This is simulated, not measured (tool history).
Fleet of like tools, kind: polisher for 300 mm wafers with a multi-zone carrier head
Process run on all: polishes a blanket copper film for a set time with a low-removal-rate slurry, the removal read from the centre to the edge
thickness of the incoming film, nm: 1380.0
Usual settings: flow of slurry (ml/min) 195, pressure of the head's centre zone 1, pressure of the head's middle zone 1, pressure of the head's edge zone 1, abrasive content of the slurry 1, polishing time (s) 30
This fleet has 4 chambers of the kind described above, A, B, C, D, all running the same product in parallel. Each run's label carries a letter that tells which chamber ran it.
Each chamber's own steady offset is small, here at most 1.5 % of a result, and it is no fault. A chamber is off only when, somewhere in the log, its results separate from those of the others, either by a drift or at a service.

run,day,flow of slurry (ml/min),pressure of the head's centre zone,pressure of the head's middle zone,pressure of the head's edge zone,abrasive content of the slurry,polishing time (s),wafers polished on this pad,hours since the slurry nozzle was cleaned,hours since the centre zone pressure was calibrated,hours since the edge zone pressure was calibrated,film removed at the wafer's centre (angstrom),film removed at mid-radius (angstrom),film removed at the wafer's edge (angstrom)
# day 0.083: chamber A: edge zone pressure recalibrated
1A,0.454,195,1,1,1,1,30,877,509.6,472.7,8.9,1333.6,1318.8,1338.1
2B,0.788,195,1,1,1,1,30,753,227,635.7,383.6,1324.2,1326.2,1342.4
3C,1.029,195,1,1,1,1,30,673,139,300.5,365.7,1296.5,1306,1325.2
# day 1.062: chamber A: worn pad replaced by a new one
4D,1.288,195,1,1,1,1,30,355,383.2,483.2,648.6,1297.3,1328.4,1345.2
# day 1.558: chamber D: slurry nozzle cleaned
5B,1.658,195,1,1,1,1,30,991,247.9,656.6,404.5,1304.8,1328.6,1309.6
# day 1.688: chamber B: centre zone pressure recalibrated
# day 1.8: chamber B: worn pad replaced by a new one
6C,2.067,195,1,1,1,1,30,956,163.9,325.4,390.6,1319.5,1330.4,1314.3
# day 2.438: chamber C: worn pad replaced by a new one
7A,2.517,195,1,1,1,1,30,397,559.1,522.2,58.4,1317.9,1328.2,1347.2
8D,2.829,195,0.96,1,1,0.7,30,777,30.6,520.2,685.6,1196.7,1191.4,1232.6
9A,3.254,195,0.96,1,1,0.7,30,599,576.8,539.9,76.1,1176.3,1253.7,1243
10C,3.646,195,0.96,1,1,0.7,30,330,201.8,363.3,428.5,1183.3,1257.6,1231.4
11B,3.912,195,0.96,1,1,0.7,30,577,302,53.5,458.6,1178.9,1213,1219
# day 4.104: chamber D: worn pad replaced by a new one
12D,4.425,195,0.95,1,1,1,30,88,68.9,558.5,723.9,1235.7,1368,1331.7
# day 4.829: chamber A: worn pad replaced by a new one
13B,4.862,195,0.95,1,1,1,30,837,324.8,76.3,481.4,1264.6,1312.5,1313.2
14A,5.367,195,0.95,1,1,1,30,147,627.5,590.6,126.8,1204,1298.8,1319.3
# day 5.371: chamber B: worn pad replaced by a new one
15D,5.679,195,0.95,1,1,1,30,431,99,588.6,754,1265.4,1327.8,1337.9
# day 5.858: chamber C: worn pad replaced by a new one
16C,5.983,195,1,1,1,1,30,34,257.9,419.4,484.6,1328.9,1343.7,1346.1
17D,6.358,195,1,1,1,1,30,617,115.3,604.9,770.3,1353.8,1352.2,1320.5
# day 6.496: chamber A: slurry nozzle cleaned
18C,6.688,195,1,1,1,1,30,226,274.8,436.3,501.5,1299.1,1337.5,1355
19A,7.196,195,1,1,1,1,30,647,16.9,634.5,170.7,1256.3,1344.2,1327
20B,7.5,195,1,1,1,1,30,583,388.1,139.6,544.7,1332.8,1309.6,1321.4
21B,7.767,195,1,1,1,1,30,655,394.5,146,551.1,1316.3,1339.5,1328.1
# day 7.946: chamber A: worn pad replaced by a new one
22C,8.025,195,1,1,1,1,30,592,306.9,468.4,533.6,1339.1,1321.5,1354.5
# day 8.246: chamber B: worn pad replaced by a new one
# day 8.396: chamber D: worn pad replaced by a new one
23A,8.538,195,1,1,1,1,30,162,49.1,666.7,202.9,1270.7,1314.2,1333.8
24D,8.912,195,1,1,1,1,30,142,176.6,666.2,831.6,1326.7,1312.9,1334.8
25D,9.379,195,1,1,1,1,30,269,187.8,677.4,842.8,1335,1325.4,1329.9
# day 9.583: chamber C: edge zone pressure recalibrated
# day 9.592: chamber D: centre zone pressure recalibrated
26A,9.771,195,1,1,1,1,30,499,78.7,696.3,232.5,1237.2,1324.7,1322.1
# day 9.838: chamber C: worn pad replaced by a new one
27B,10.288,195,1,1,1,1,30,558,455,206.5,611.6,1341.2,1321.5,1350.1
28C,10.708,195,1,1,1,1,30,238,371.3,532.8,27.1,1311.9,1315.8,1345.6
29A,11.117,195,1,1,1,1,30,867,111,728.6,264.8,1213.9,1352.3,1327
# day 11.154: chamber A: worn pad replaced by a new one
30D,11.375,195,1,1,1,1,30,815,235.7,42.8,890.7,1316.9,1318.5,1315.3
31B,11.829,195,1,1,1,1,30,980,492,243.5,648.6,1289.2,1311.9,1326.5
# day 12.062: chamber B: worn pad replaced by a new one
32C,12.2,195,1,1,1,1,38,646,407.1,568.6,62.9,1684.5,1680.6,1653.7
33A,12.492,195,1,1,1,1,38,366,144,761.6,297.8,1563.6,1711.4,1681
# day 12.662: chamber D: worn pad replaced by a new one
# day 12.679: chamber B: edge zone pressure recalibrated
34C,12.871,195,1,1,1,1,38,829,423.2,584.7,79,1644.9,1712.9,1717.1
35D,13.279,195,1,1,1,1,38,169,281.4,88.5,936.4,1696.6,1683.7,1710.7
36B,13.642,195,1,1,1,1,30,431,535.5,287,23.1,1323.2,1306.6,1336.3
37A,14.008,195,1,1,1,1,30,780,180.4,798,334.2,1196.6,1339.2,1334.3
38D,14.467,195,1,1,1,1,30,493,309.9,117,964.9,1343.2,1347,1322.3

Next, every chamber runs the same settings. What will each give?
39A,14.846,195,1,1,1,1,30,,,,,?,?,?
39B,14.846,195,1,1,1,1,30,,,,,?,?,?
39C,14.846,195,1,1,1,1,30,,,,,?,?,?
39D,14.846,195,1,1,1,1,30,,,,,?,?,?

run,film removed at the wafer's centre (angstrom),film removed at mid-radius (angstrom),film removed at the wafer's edge (angstrom)
39A,1161.5,1316,1325.3
39B,1335.5,1336.1,1322.7
39C,1328.6,1330,1309.2
39D,1350.3,1340.3,1324
